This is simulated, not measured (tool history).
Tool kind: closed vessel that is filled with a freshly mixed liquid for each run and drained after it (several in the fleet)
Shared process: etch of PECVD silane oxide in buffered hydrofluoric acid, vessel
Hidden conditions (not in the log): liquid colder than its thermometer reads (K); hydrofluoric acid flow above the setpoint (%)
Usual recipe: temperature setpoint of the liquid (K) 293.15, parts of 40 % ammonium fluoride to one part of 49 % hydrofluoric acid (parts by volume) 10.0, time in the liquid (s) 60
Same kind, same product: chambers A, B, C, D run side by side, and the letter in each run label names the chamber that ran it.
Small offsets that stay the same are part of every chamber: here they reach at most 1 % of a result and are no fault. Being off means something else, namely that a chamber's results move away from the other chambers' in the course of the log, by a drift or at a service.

run,hour,temperature setpoint of the liquid (K),parts of 40 % ammonium fluoride to one part of 49 % hydrofluoric acid (parts by volume),time in the liquid (s),hours since the thermometer was replaced,hours since the hydrofluoric acid flow meter was replaced,"read-back film thickness of the PECVD silane oxide reference wafer, read on the same gauge (nm)",thickness taken off the PECVD silane oxide on a monitor wafer (Å)
1C,3.9,293.15,10.0,60,1882.4,647.3,139.99,1180.8
2B,7.9,293.15,10.0,60,366.0,1697.2,139.98,1201.8
3A,11.3,293.15,10.0,60,588.5,1011.5,139.98,1186.5
4D,18.0,293.15,10.0,60,1084.6,2504.0,140.05,1183.4
5D,22.5,293.15,10.0,60,1089.1,2508.5,140.01,1222.2
6B,27.6,293.15,10.0,60,385.7,1716.9,139.96,1165.8
7C,33.1,293.15,10.0,60,1911.6,676.5,139.99,1186.8
8A,36.7,293.15,10.0,60,613.9,1036.9,139.99,1183.7
# hour 38.5: chamber D: hydrofluoric acid flow meter replaced
# hour 41.6: chamber D: thermometer replaced
9A,41.8,293.15,10.0,60,619.0,1042.0,139.99,1204.4
10B,47.4,293.15,10.0,60,405.5,1736.7,139.98,1163.9
11D,53.0,293.15,10.0,60,11.5,14.5,139.98,1190.1
12C,59.4,293.15,10.0,60,1937.9,702.8,140.02,1178.9
13A,63.1,293.15,10.0,60,640.3,1063.3,140.02,1179.9
14B,66.7,291.65,10.0,60,424.8,1756.0,140.02,1062.5
15C,71.7,291.65,10.0,60,1950.2,715.1,139.98,1079.6
16D,76.3,291.65,10.0,60,34.8,37.8,140.00,1081.2
17C,80.8,291.65,10.0,60,1959.3,724.2,140.00,1086.7
18D,84.8,293.15,10.0,60,43.3,46.3,140.02,1192.6
19A,90.1,293.15,10.0,60,667.3,1090.3,140.01,1169.6
20B,96.9,293.15,10.0,60,455.0,1786.2,140.01,1125.9
21C,102.1,293.15,10.0,60,1980.6,745.5,140.04,1178.0
22A,107.7,293.15,10.0,60,684.9,1107.9,139.94,1183.2
23D,114.3,293.15,6.5,60,72.8,75.8,140.01,1787.7
24B,119.2,293.15,6.5,60,477.3,1808.5,140.02,1675.0
25B,124.5,293.15,6.5,60,482.6,1813.8,139.99,1656.7
26C,128.1,293.15,6.5,60,2006.6,771.5,140.04,1749.6
27A,131.8,293.15,10.0,60,709.0,1132.0,140.02,1197.7
28D,137.1,293.15,10.0,60,95.6,98.6,140.04,1177.3
# hour 138.3: chamber C: thermometer replaced
29D,141.3,293.15,10.0,60,99.8,102.8,139.99,1184.9
30C,144.4,293.15,10.0,60,6.2,787.8,140.07,1197.1
31A,147.9,293.15,10.0,60,725.1,1148.1,140.00,1184.7
32B,153.5,293.15,10.0,60,511.6,1842.8,140.02,1089.7
33D,157.3,293.15,10.0,60,115.8,118.8,139.95,1173.6
34A,162.5,293.15,10.0,60,739.7,1162.7,139.99,1190.5
35B,167.6,293.15,10.0,60,525.7,1856.9,140.00,1098.4
36C,171.0,291.15,10.0,85,32.8,814.4,140.02,1512.1
37B,177.7,291.15,10.0,85,535.8,1867.0,140.01,1360.1
38C,181.5,291.15,10.0,85,43.3,824.9,140.06,1511.3
39D,186.8,291.15,10.0,85,145.3,148.3,139.98,1514.9
40A,191.4,293.15,10.0,60,768.6,1191.6,140.00,1191.7
41A,197.7,297.65,10.0,85,774.9,1197.9,140.00,2172.2
42D,204.3,297.65,10.0,85,162.8,165.8,139.98,2169.5

Is one chamber off against the others, does the gauge drift, or is nothing wrong? If a chamber is off, say which, and what the likeliest cause is.

It is chamber B that slowly wanders off from its peers.
What lies behind it: liquid colder than its thermometer reads (K) = 2.18.
The log may not tell that from: hydrofluoric acid flow below the setpoint (%).

Chamber B could run next with any of the 4 candidate recipes listed below; each alters the usual settings, and their results appear as question marks. Which one brings its results back in line with what the other chambers deliver on the usual settings?
A result is in line if it is within this distance of the other chambers' mean on the usual settings: thickness taken off the PECVD silane oxide on a monitor wafer (Å) 36.00
43B-1,209.3,295.15,10.0,60,,,,?
43B-2,209.3,293.65,9.5,60,,,,?
43B-3,209.3,293.15,11.5,60,,,,?
43B-4,209.3,292.15,10.0,60,,,,?

Average result of the remaining chambers running the usual settings: thickness taken off the PECVD silane oxide on a monitor wafer (Å) 1189.10
run,thickness taken off the PECVD silane oxide on a monitor wafer (Å)
43B-1,1177.10
43B-2,1117.30
43B-3,922.17
43B-4,994.37
It is 43B-1 that realigns the chamber with its peers.
